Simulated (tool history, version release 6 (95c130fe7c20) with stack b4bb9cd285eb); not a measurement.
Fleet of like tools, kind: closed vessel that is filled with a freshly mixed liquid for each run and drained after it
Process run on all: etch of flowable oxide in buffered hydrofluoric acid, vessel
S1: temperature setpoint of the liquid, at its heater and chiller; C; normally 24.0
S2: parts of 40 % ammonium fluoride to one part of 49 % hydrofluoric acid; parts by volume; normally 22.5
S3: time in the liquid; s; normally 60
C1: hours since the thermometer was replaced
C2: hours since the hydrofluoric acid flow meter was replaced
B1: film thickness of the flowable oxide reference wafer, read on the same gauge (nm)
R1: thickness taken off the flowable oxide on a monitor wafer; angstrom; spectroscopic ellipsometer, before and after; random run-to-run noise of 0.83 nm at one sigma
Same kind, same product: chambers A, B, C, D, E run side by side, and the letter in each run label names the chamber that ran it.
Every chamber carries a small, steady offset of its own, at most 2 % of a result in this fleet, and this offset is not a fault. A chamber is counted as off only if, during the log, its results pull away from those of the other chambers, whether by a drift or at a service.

{"day": 0.454, "done": "chamber A: thermometer replaced"}
{"run": "1A", "day": 0.533, "S1": 24.0, "S2": 22.5, "S3": 60, "C1": 2.0, "C2": 861.5, "B1": 149.99, "R1": 1046.1}
{"run": "2B", "day": 1.008, "S1": 24.0, "S2": 22.5, "S3": 60, "C1": 151.0, "C2": 1948.3, "B1": 150.03, "R1": 1063.5}
{"run": "3C", "day": 1.396, "S1": 24.0, "S2": 22.5, "S3": 60, "C1": 1314.1, "C2": 176.9, "B1": 150.02, "R1": 1078.3}
{"run": "4D", "day": 1.971, "S1": 24.0, "S2": 22.5, "S3": 60, "C1": 302.0, "C2": 750.8, "B1": 150.03, "R1": 1078.5}
{"run": "5E", "day": 2.308, "S1": 24.0, "S2": 22.5, "S3": 60, "C1": 966.9, "C2": 450.2, "B1": 150.01, "R1": 1067.1}
{"run": "6B", "day": 2.904, "S1": 24.0, "S2": 22.5, "S3": 60, "C1": 196.5, "C2": 1993.8, "B1": 150.05, "R1": 1048.9}
{"run": "7E", "day": 3.208, "S1": 24.0, "S2": 22.5, "S3": 60, "C1": 988.5, "C2": 471.8, "B1": 150.07, "R1": 1080.8}
{"run": "8D", "day": 3.862, "S1": 24.0, "S2": 22.5, "S3": 60, "C1": 347.4, "C2": 796.2, "B1": 150.06, "R1": 1080.3}
{"run": "9A", "day": 4.192, "S1": 24.0, "S2": 22.5, "S3": 60, "C1": 89.8, "C2": 949.3, "B1": 150.06, "R1": 1057.0}
{"day": 4.333, "done": "chamber E: hydrofluoric acid flow meter replaced"}
{"run": "10C", "day": 4.558, "S1": 20.0, "S2": 22.5, "S3": 60, "C1": 1390.0, "C2": 252.8, "B1": 149.99, "R1": 852.56}
{"run": "11A", "day": 5.079, "S1": 20.0, "S2": 22.5, "S3": 60, "C1": 111.1, "C2": 970.6, "B1": 150.01, "R1": 830.31}
{"run": "12E", "day": 5.4, "S1": 20.0, "S2": 22.5, "S3": 60, "C1": 1041.1, "C2": 25.7, "B1": 150.0, "R1": 845.55}
{"run": "13C", "day": 5.721, "S1": 20.0, "S2": 22.5, "S3": 60, "C1": 1417.9, "C2": 280.7, "B1": 149.97, "R1": 867.04}
{"run": "14B", "day": 6.275, "S1": 20.0, "S2": 22.5, "S3": 60, "C1": 277.4, "C2": 2074.7, "B1": 149.99, "R1": 850.1}
{"run": "15D", "day": 6.742, "S1": 24.0, "S2": 22.5, "S3": 60, "C1": 416.5, "C2": 865.3, "B1": 150.0, "R1": 1082.8}
{"run": "16C", "day": 7.088, "S1": 24.0, "S2": 22.5, "S3": 60, "C1": 1450.7, "C2": 313.5, "B1": 150.06, "R1": 1059.1}
{"run": "17E", "day": 7.438, "S1": 24.0, "S2": 22.5, "S3": 60, "C1": 1090.0, "C2": 74.6, "B1": 149.96, "R1": 1066.1}
{"run": "18B", "day": 8.1, "S1": 24.0, "S2": 22.5, "S3": 60, "C1": 321.2, "C2": 2118.5, "B1": 150.02, "R1": 1054.5}
{"run": "19D", "day": 8.758, "S1": 21.5, "S2": 22.5, "S3": 75, "C1": 464.9, "C2": 913.7, "B1": 149.99, "R1": 1186.4}
{"run": "20A", "day": 9.117, "S1": 21.5, "S2": 22.5, "S3": 75, "C1": 208.0, "C2": 1067.5, "B1": 149.99, "R1": 1142.1}
{"day": 9.508, "done": "chamber B: hydrofluoric acid flow meter replaced"}
{"run": "21B", "day": 9.729, "S1": 21.5, "S2": 22.5, "S3": 75, "C1": 360.3, "C2": 5.3, "B1": 149.99, "R1": 1152.5}
{"run": "22C", "day": 10.221, "S1": 21.5, "S2": 22.5, "S3": 75, "C1": 1525.9, "C2": 388.7, "B1": 150.0, "R1": 1163.7}
{"run": "23D", "day": 10.842, "S1": 21.5, "S2": 22.5, "S3": 75, "C1": 514.9, "C2": 963.7, "B1": 149.99, "R1": 1176.1}
{"run": "24E", "day": 11.233, "S1": 24.0, "S2": 22.5, "S3": 60, "C1": 1181.1, "C2": 165.7, "B1": 150.01, "R1": 1089.8}
{"run": "25A", "day": 11.567, "S1": 24.0, "S2": 22.5, "S3": 40, "C1": 266.8, "C2": 1126.3, "B1": 150.0, "R1": 716.79}
{"run": "26B", "day": 12.154, "S1": 24.0, "S2": 22.5, "S3": 40, "C1": 418.5, "C2": 63.5, "B1": 150.02, "R1": 709.7}
{"run": "27D", "day": 12.6, "S1": 24.0, "S2": 22.5, "S3": 40, "C1": 557.1, "C2": 1005.9, "B1": 150.02, "R1": 717.29}
{"run": "28E", "day": 13.004, "S1": 24.0, "S2": 22.5, "S3": 40, "C1": 1223.6, "C2": 208.2, "B1": 150.01, "R1": 738.75}
{"run": "29C", "day": 13.525, "S1": 24.0, "S2": 22.5, "S3": 40, "C1": 1605.2, "C2": 468.0, "B1": 149.99, "R1": 720.22}
{"run": "30A", "day": 13.883, "S1": 24.0, "S2": 22.5, "S3": 60, "C1": 322.4, "C2": 1181.9, "B1": 150.03, "R1": 1069.8}
{"run": "31C", "day": 14.271, "S1": 24.0, "S2": 22.5, "S3": 60, "C1": 1623.1, "C2": 485.9, "B1": 149.98, "R1": 1066.1}
{"run": "32E", "day": 14.629, "S1": 24.0, "S2": 22.5, "S3": 60, "C1": 1262.6, "C2": 247.2, "B1": 150.0, "R1": 1106.0}
{"run": "33D", "day": 14.992, "S1": 24.0, "S2": 22.5, "S3": 60, "C1": 614.5, "C2": 1063.3, "B1": 149.98, "R1": 1085.6}
{"run": "34B", "day": 15.438, "S1": 24.0, "S2": 22.5, "S3": 60, "C1": 497.3, "C2": 142.3, "B1": 149.99, "R1": 1067.2}
{"run": "35A", "day": 15.746, "S1": 24.0, "S2": 22.5, "S3": 60, "C1": 367.1, "C2": 1226.6, "B1": 150.04, "R1": 1058.1}
{"run": "36E", "day": 16.117, "S1": 24.0, "S2": 22.5, "S3": 60, "C1": 1298.3, "C2": 282.9, "B1": 149.98, "R1": 1133.5}
{"run": "37C", "day": 16.45, "S1": 26.5, "S2": 20.0, "S3": 60, "C1": 1675.4, "C2": 538.2, "B1": 150.0, "R1": 1351.8}
{"run": "38D", "day": 16.996, "S1": 26.5, "S2": 20.0, "S3": 60, "C1": 662.6, "C2": 1111.4, "B1": 149.97, "R1": 1351.8}
{"run": "39B", "day": 17.433, "S1": 26.5, "S2": 20.0, "S3": 60, "C1": 545.2, "C2": 190.2, "B1": 150.0, "R1": 1322.4}
{"run": "40A", "day": 18.033, "S1": 26.5, "S2": 20.0, "S3": 60, "C1": 422.0, "C2": 1281.5, "B1": 150.05, "R1": 1332.6}
{"run": "41B", "day": 18.712, "S1": 26.5, "S2": 20.0, "S3": 60, "C1": 575.9, "C2": 220.9, "B1": 150.03, "R1": 1316.7}

What goes on in this fleet: one chamber off, a drifting gauge, or nothing beyond the chambers' own small offsets? Name the chamber and the cause, if any.

One chamber, E, drifts off from the rest bit by bit.
Cause: liquid hotter than its thermometer reads (K) = 1.14.
Not necessarily distinguishable in this log from: hydrofluoric acid flow above the setpoint (%).

Chamber E could run next with any of the 4 candidate recipes listed below; each alters the usual settings, and their results appear as question marks. Which one brings its results back in line with what the other chambers deliver on the usual settings?
Maximum distance from the other chambers' mean on the usual settings for a result to count as in line: R1 29.00 angstrom
{"run": "42E-1", "day": 19.204, "S1": 24.5, "S2": 21.5, "S3": 60, "R1": "?"}
{"run": "42E-2", "day": 19.204, "S1": 23.5, "S2": 23.0, "S3": 55, "R1": "?"}
{"run": "42E-3", "day": 19.204, "S1": 24.5, "S2": 21.5, "S3": 65, "R1": "?"}
{"run": "42E-4", "day": 19.204, "S1": 23.0, "S2": 22.5, "S3": 60, "R1": "?"}

What the other chambers average on the usual settings: R1 1068.70 angstrom
run=42E-1 R1=1207.40
run=42E-2 R1=1000.00
run=42E-3 R1=1308.00
run=42E-4 R1=1077.50
The right change is 42E-4: it brings the chamber back within the allowed miss of the others.
